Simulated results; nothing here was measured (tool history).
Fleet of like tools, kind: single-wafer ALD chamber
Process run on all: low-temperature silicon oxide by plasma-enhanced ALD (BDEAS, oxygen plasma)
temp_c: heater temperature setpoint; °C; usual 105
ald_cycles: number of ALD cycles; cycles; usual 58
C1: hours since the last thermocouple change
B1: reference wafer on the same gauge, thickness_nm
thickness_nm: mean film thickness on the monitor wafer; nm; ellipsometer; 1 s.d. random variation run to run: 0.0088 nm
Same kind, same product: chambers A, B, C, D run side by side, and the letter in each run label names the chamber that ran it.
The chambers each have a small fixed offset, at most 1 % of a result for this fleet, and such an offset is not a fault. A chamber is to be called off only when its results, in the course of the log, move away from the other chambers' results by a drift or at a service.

Run 1A, day 0.154: usual settings; C1 691.5; B1 9.4389. Result: thickness_nm 8.2149 nm.
Run 2B, day 0.396: usual settings; C1 213.7; B1 9.4345. Result: thickness_nm 8.2268 nm.
Run 3D, day 0.604: usual settings; C1 2459.2; B1 9.435. Result: thickness_nm 8.1848 nm.
Run 4C, day 0.875: usual settings; C1 219.7; B1 9.4361. Result: thickness_nm 8.2536 nm.
Run 5D, day 1.042: usual settings; C1 2469.7; B1 9.4343. Result: thickness_nm 8.1746 nm.
Run 6C, day 1.325: usual settings; C1 230.5; B1 9.4318. Result: thickness_nm 8.2403 nm.
Run 7A, day 1.529: usual settings; C1 724.5; B1 9.4301. Result: thickness_nm 8.2073 nm.
Run 8B, day 1.775: usual settings; C1 246.8; B1 9.4289. Result: thickness_nm 8.2137 nm.
Run 9D, day 1.908: usual settings; C1 2490.5; B1 9.4265. Result: thickness_nm 8.1597 nm.
Run 10B, day 2.042: usual settings; C1 253.2; B1 9.4248. Result: thickness_nm 8.2078 nm.
Run 11C, day 2.267: usual settings; C1 253.1; B1 9.4248. Result: thickness_nm 8.2423 nm.
Run 12A, day 2.396: usual settings; C1 745.3; B1 9.4245. Result: thickness_nm 8.1864 nm.
Run 13D, day 2.533: usual settings; C1 2505.5; B1 9.4252. Result: thickness_nm 8.1846 nm.
Run 14C, day 2.738: usual settings; C1 264.4; B1 9.4217. Result: thickness_nm 8.2238 nm.
Run 15B, day 2.988: usual settings; C1 275.9; B1 9.4221. Result: thickness_nm 8.2038 nm.
Run 16A, day 3.233: usual settings; C1 765.4; B1 9.4186. Result: thickness_nm 8.1922 nm.
Run 17C, day 3.358: usual settings; C1 279.3; B1 9.4178. Result: thickness_nm 8.2301 nm.
Run 18A, day 3.567: usual settings; C1 773.4; B1 9.419. Result: thickness_nm 8.1866 nm.
Run 19B, day 3.767: usual settings; C1 294.6; B1 9.4154. Result: thickness_nm 8.1938 nm.
Run 20D, day 3.954: usual settings but temp_c 113 °C, ald_cycles 63 cycles; C1 2539.6; B1 9.4132. Result: thickness_nm 8.7195 nm.
Run 21A, day 4.221: usual settings but temp_c 113 °C, ald_cycles 63 cycles; C1 789.1; B1 9.4141. Result: thickness_nm 8.7712 nm.
Run 22B, day 4.433: usual settings but temp_c 113 °C, ald_cycles 63 cycles; C1 310.6; B1 9.4109. Result: thickness_nm 8.7683 nm.
Run 23C, day 4.704: usual settings but temp_c 113 °C, ald_cycles 63 cycles; C1 311.6; B1 9.4109. Result: thickness_nm 8.8193 nm.
Run 24D, day 4.938: usual settings; C1 2563.2; B1 9.408. Result: thickness_nm 8.1379 nm.
Run 25B, day 5.146: usual settings; C1 327.7; B1 9.4059. Result: thickness_nm 8.1744 nm.
Run 26A, day 5.417: usual settings; C1 817.8; B1 9.405. Result: thickness_nm 8.1771 nm.
Run 27C, day 5.646: usual settings; C1 334.2; B1 9.4028. Result: thickness_nm 8.2244 nm.
Run 28D, day 5.808: usual settings; C1 2584.1; B1 9.4019. Result: thickness_nm 8.1438 nm.
Run 29C, day 6.071: usual settings; C1 344.4; B1 9.3993. Result: thickness_nm 8.2043 nm.
Run 30B, day 6.275: usual settings; C1 354.8; B1 9.3973. Result: thickness_nm 8.1779 nm.

What goes on in this fleet: one chamber off, a drifting gauge, or nothing beyond the chambers' own small offsets? Name the chamber and the cause, if any.

No chamber is off; the gauge reading every chamber's wafers drifts, which makes the whole fleet appear to move together.
Most likely cause: gauge reads low (%) = 0.441.

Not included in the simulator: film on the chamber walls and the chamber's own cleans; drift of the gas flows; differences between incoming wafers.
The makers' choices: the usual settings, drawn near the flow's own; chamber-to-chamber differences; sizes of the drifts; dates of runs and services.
